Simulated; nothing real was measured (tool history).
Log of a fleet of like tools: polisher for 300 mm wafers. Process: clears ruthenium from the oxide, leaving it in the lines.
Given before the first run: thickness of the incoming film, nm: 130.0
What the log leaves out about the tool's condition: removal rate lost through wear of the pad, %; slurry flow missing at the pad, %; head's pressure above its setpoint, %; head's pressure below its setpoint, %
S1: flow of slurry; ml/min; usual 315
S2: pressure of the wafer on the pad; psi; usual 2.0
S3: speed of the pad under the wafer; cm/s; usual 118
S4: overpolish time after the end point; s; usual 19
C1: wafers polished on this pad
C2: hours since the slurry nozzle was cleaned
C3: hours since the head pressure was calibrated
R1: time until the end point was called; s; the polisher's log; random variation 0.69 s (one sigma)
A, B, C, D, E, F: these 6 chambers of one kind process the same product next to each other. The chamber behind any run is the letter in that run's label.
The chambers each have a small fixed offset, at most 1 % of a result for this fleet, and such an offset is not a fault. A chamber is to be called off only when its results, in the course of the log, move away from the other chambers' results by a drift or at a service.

run,hour,S1,S2,S3,S4,C1,C2,C3,R1
# hour 4.9: chamber F: head pressure recalibrated
# hour 8.8: chamber A: worn pad replaced by a new one
1E,9.8,315,2.0,118,19,480,181.5,241.4,86.632
2F,24.1,315,2.0,118,19,754,679.2,19.2,86.990
# hour 32.1: chamber F: worn pad replaced by a new one
# hour 34.8: chamber B: worn pad replaced by a new one
3A,36.3,315,2.0,118,19,258,298.3,490.9,87.111
# hour 41.1: chamber D: worn pad replaced by a new one
4B,48.8,315,2.0,118,19,131,94.5,875.3,86.374
5D,56.0,315,2.0,118,19,139,129.3,355.8,85.738
# hour 57.7: chamber C: worn pad replaced by a new one
6C,66.0,315,2.0,118,19,78,247.8,466.2,86.548
# hour 69.5: chamber E: worn pad replaced by a new one
7A,73.5,315,2.0,118,19,606,335.5,528.1,86.547
8E,86.2,315,2.0,118,19,156,257.9,317.8,86.660
9C,93.0,315,2.0,118,19,331,274.8,493.2,87.025
# hour 103.7: chamber A: worn pad replaced by a new one
10F,106.4,315,2.0,96,19,696,761.5,101.5,106.440
11D,117.2,315,2.0,96,19,712,190.5,417.0,106.270
# hour 119.9: chamber F: worn pad replaced by a new one
12B,130.0,315,2.0,96,19,891,175.7,956.5,106.610
13B,139.3,315,2.0,96,19,979,185.0,965.8,105.060
# hour 145.1: chamber E: slurry nozzle cleaned
14D,153.6,315,2.0,96,19,1053,226.9,453.4,106.740
# hour 162.9: chamber D: worn pad replaced by a new one
# hour 163.1: chamber C: worn pad replaced by a new one
15C,164.7,315,2.0,96,19,15,346.5,564.9,107.690
# hour 166.5: chamber B: worn pad replaced by a new one
# hour 168.2: chamber A: slurry nozzle cleaned
# hour 170.3: chamber E: worn pad replaced by a new one
16A,175.0,315,2.0,118,19,668,6.8,629.6,86.322
17F,187.8,315,2.0,118,19,636,842.9,182.9,86.700
# hour 196.4: chamber A: worn pad replaced by a new one
18E,199.3,315,2.0,118,19,271,54.3,430.9,88.148
# hour 205.4: chamber F: worn pad replaced by a new one
19F,211.0,315,2.0,118,19,53,866.1,206.1,86.630
20D,219.6,315,2.0,118,19,531,292.9,519.4,86.437
21C,233.0,315,2.0,118,19,655,414.8,633.2,86.212
22E,245.1,315,2.0,118,19,700,100.1,476.7,86.420
23A,254.4,315,2.0,118,19,544,86.2,709.0,85.710
# hour 258.2: chamber E: worn pad replaced by a new one
24B,266.2,315,2.0,118,19,934,311.9,1092.7,86.379
# hour 268.0: chamber C: worn pad replaced by a new one
# hour 272.3: chamber D: worn pad replaced by a new one
# hour 278.1: chamber B: worn pad replaced by a new one
25F,280.3,315,2.0,118,19,702,935.4,275.4,86.833
# hour 290.4: chamber E: head pressure recalibrated
26B,291.6,315,2.0,118,19,126,337.3,1118.1,84.921
# hour 292.8: chamber D: slurry nozzle cleaned
# hour 300.6: chamber F: worn pad replaced by a new one
# hour 300.9: chamber A: worn pad replaced by a new one
27C,305.2,315,2.0,118,19,348,487.0,705.4,87.411
28E,313.5,315,1.7,118,27,518,168.5,23.1,95.506
# hour 324.7: chamber A: head pressure recalibrated
29A,327.0,315,1.7,118,27,244,158.8,2.3,102.280
30D,334.9,315,1.7,118,27,587,42.1,634.7,100.940
# hour 339.0: chamber F: slurry nozzle cleaned
31F,350.0,315,1.7,118,27,463,11.0,345.1,102.070
# hour 355.7: chamber E: worn pad replaced by a new one
32E,358.4,315,1.7,118,27,25,213.4,68.0,94.780
33B,367.1,315,1.7,118,27,834,412.8,1193.6,100.610
34C,378.9,315,2.0,118,19,1039,560.7,779.1,85.845
# hour 379.8: chamber C: worn pad replaced by a new one
# hour 384.2: chamber D: worn pad replaced by a new one
35D,392.5,315,2.0,118,19,78,99.7,692.3,86.952
# hour 394.5: chamber A: worn pad replaced by a new one
# hour 404.3: chamber B: worn pad replaced by a new one
36A,406.5,315,2.0,118,19,112,238.3,81.8,86.142
# hour 410.2: chamber F: worn pad replaced by a new one
37A,421.4,315,2.0,118,19,252,253.2,96.7,87.611
38B,429.2,315,2.0,118,19,234,474.9,1255.7,86.423
# hour 432.0: chamber B: slurry nozzle cleaned
39F,439.7,315,2.0,118,19,277,100.7,434.8,86.765
40E,453.5,315,2.0,118,19,916,308.5,163.1,81.311
41C,465.1,315,2.0,118,19,799,646.9,865.3,87.714
42D,479.9,315,2.0,118,19,897,187.1,779.7,85.558
43D,491.0,315,2.0,118,19,1000,198.2,790.8,85.079
44B,502.4,375,2.0,118,12,919,70.5,1328.9,84.196

What goes on in this fleet: one chamber off, a drifting gauge, or nothing beyond the chambers' own small offsets? Name the chamber and the cause, if any.

The work done on chamber E during a service left it standing apart from the others.
Most likely cause: head's pressure above its setpoint, % = 7.12.

Chamber E could run next with any of the 4 candidate recipes listed below; each alters the usual settings, and their results appear as question marks. Which one brings its results back in line with what the other chambers deliver on the usual settings?
To be in line, a result may differ from the other chambers' mean on the usual settings by at most: R1 2.400 s
45E-1,513.2,315,2.0,126,19,,,,?
45E-2,513.2,315,1.9,110,19,,,,?
45E-3,513.2,315,2.0,110,19,,,,?
45E-4,513.2,315,2.1,126,19,,,,?

What the other chambers average on the usual settings: R1 86.495 s
run,R1
45E-1,75.597
45E-2,91.031
45E-3,86.548
45E-4,72.049
With 45E-3, the chamber falls back in line with the rest.
